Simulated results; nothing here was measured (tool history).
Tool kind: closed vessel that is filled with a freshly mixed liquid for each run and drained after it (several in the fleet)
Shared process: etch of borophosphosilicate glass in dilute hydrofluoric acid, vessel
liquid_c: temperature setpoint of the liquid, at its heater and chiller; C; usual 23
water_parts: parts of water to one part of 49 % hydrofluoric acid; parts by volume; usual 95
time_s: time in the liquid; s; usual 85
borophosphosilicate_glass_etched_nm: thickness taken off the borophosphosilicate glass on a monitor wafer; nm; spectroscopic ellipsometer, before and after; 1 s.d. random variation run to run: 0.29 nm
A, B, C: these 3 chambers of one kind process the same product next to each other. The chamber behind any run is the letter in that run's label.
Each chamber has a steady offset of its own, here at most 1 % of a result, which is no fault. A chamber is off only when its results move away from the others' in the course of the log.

| run | hour | liquid_c | water_parts | time_s | hours since the thermometer was replaced | hours since the hydrofluoric acid flow meter was replaced | read-back film thickness of the borophosphosilicate glass reference wafer, read on the same gauge (nm) | borophosphosilicate_glass_etched_nm |
|---|---|---|---|---|---|---|---|---|
| 1C | 9 | 23 | 95 | 85 | 516 | 827.5 | 80.002 | 43.154 |
| 2A | 16 | 23 | 95 | 85 | 319 | 511 | 80.003 | 43.267 |
| 3B | 23.4 | 23 | 95 | 85 | 311.2 | 717.8 | 80.01 | 43.761 |
| 4A | 34.2 | 23 | 95 | 85 | 337.2 | 529.2 | 79.984 | 42.783 |
| 5B | 40.2 | 23 | 95 | 85 | 328 | 734.6 | 80.009 | 44.188 |
| 6C | 50.3 | 23 | 95 | 85 | 557.3 | 868.8 | 80.016 | 43.643 |
| 7C | 58.1 | 23 | 95 | 85 | 565.1 | 876.6 | 80.003 | 43.551 |
| 8A | 68.9 | 23 | 95 | 85 | 371.9 | 563.9 | 80.013 | 42.477 |
|  | 72.7 | chamber C: thermometer replaced |
| 9B | 81.9 | 23 | 95 | 85 | 369.7 | 776.3 | 79.996 | 43.781 |
| 10B | 91.9 | 23 | 95 | 85 | 379.7 | 786.3 | 79.995 | 44.099 |
| 11C | 98.8 | 23 | 95 | 85 | 26.1 | 917.3 | 80.006 | 43.501 |
| 12A | 111.2 | 23 | 95 | 85 | 414.2 | 606.2 | 79.986 | 41.972 |
| 13A | 123.3 | 23 | 95 | 85 | 426.3 | 618.3 | 80.006 | 41.365 |
| 14C | 133.9 | 23 | 95 | 85 | 61.2 | 952.4 | 80.023 | 43.601 |
| 15B | 144 | 23 | 95 | 85 | 431.8 | 838.4 | 80.012 | 43.806 |
| 16B | 150.1 | 23 | 95 | 85 | 437.9 | 844.5 | 80 | 44.03 |
| 17A | 160.8 | 23 | 45 | 85 | 463.8 | 655.8 | 80.015 | 90.329 |
| 18C | 170.7 | 23 | 45 | 85 | 98 | 989.2 | 80.005 | 99.599 |
| 19C | 182.5 | 23 | 45 | 85 | 109.8 | 1001 | 79.994 | 99.31 |
| 20A | 191.1 | 23 | 95 | 85 | 494.1 | 686.1 | 80.003 | 39.724 |
| 21B | 203.2 | 23 | 95 | 85 | 491 | 897.6 | 79.985 | 43.724 |
| 22B | 215.2 | 23 | 95 | 85 | 503 | 909.6 | 79.998 | 43.839 |

Does one chamber stand apart from the rest, does the shared gauge drift, or is all well apart from small per-chamber offsets? Give the chamber and the most likely cause, where there is one.

Chamber A drifts away from the others.
Likeliest cause: hydrofluoric acid flow below the setpoint (%) = 8.21.
Not necessarily distinguishable in this log from: liquid colder than its thermometer reads (K).

Here are 4 candidates for chamber A's next run, each the usual settings with a change, their results left as question marks. Which one brings its results back in line with what the others give on the usual settings?
In line here means within this much of the mean the other chambers give on the usual settings: borophosphosilicate_glass_etched_nm 1 nm
| 23A-1 | 225.2 | 22 | 95 | 85 |  |  |  | ? |
| 23A-2 | 225.2 | 20.5 | 95 | 85 |  |  |  | ? |
| 23A-3 | 225.2 | 24 | 95 | 85 |  |  |  | ? |
| 23A-4 | 225.2 | 25.5 | 95 | 85 |  |  |  | ? |

Usual-settings mean across the other chambers: borophosphosilicate_glass_etched_nm 43.738 nm
| run | borophosphosilicate_glass_etched_nm |
|---|---|
| 23A-1 | 37.627 |
| 23A-2 | 35.379 |
| 23A-3 | 40.816 |
| 23A-4 | 43.324 |
Change 23A-4 lands the chamber within the allowed miss of the other chambers.
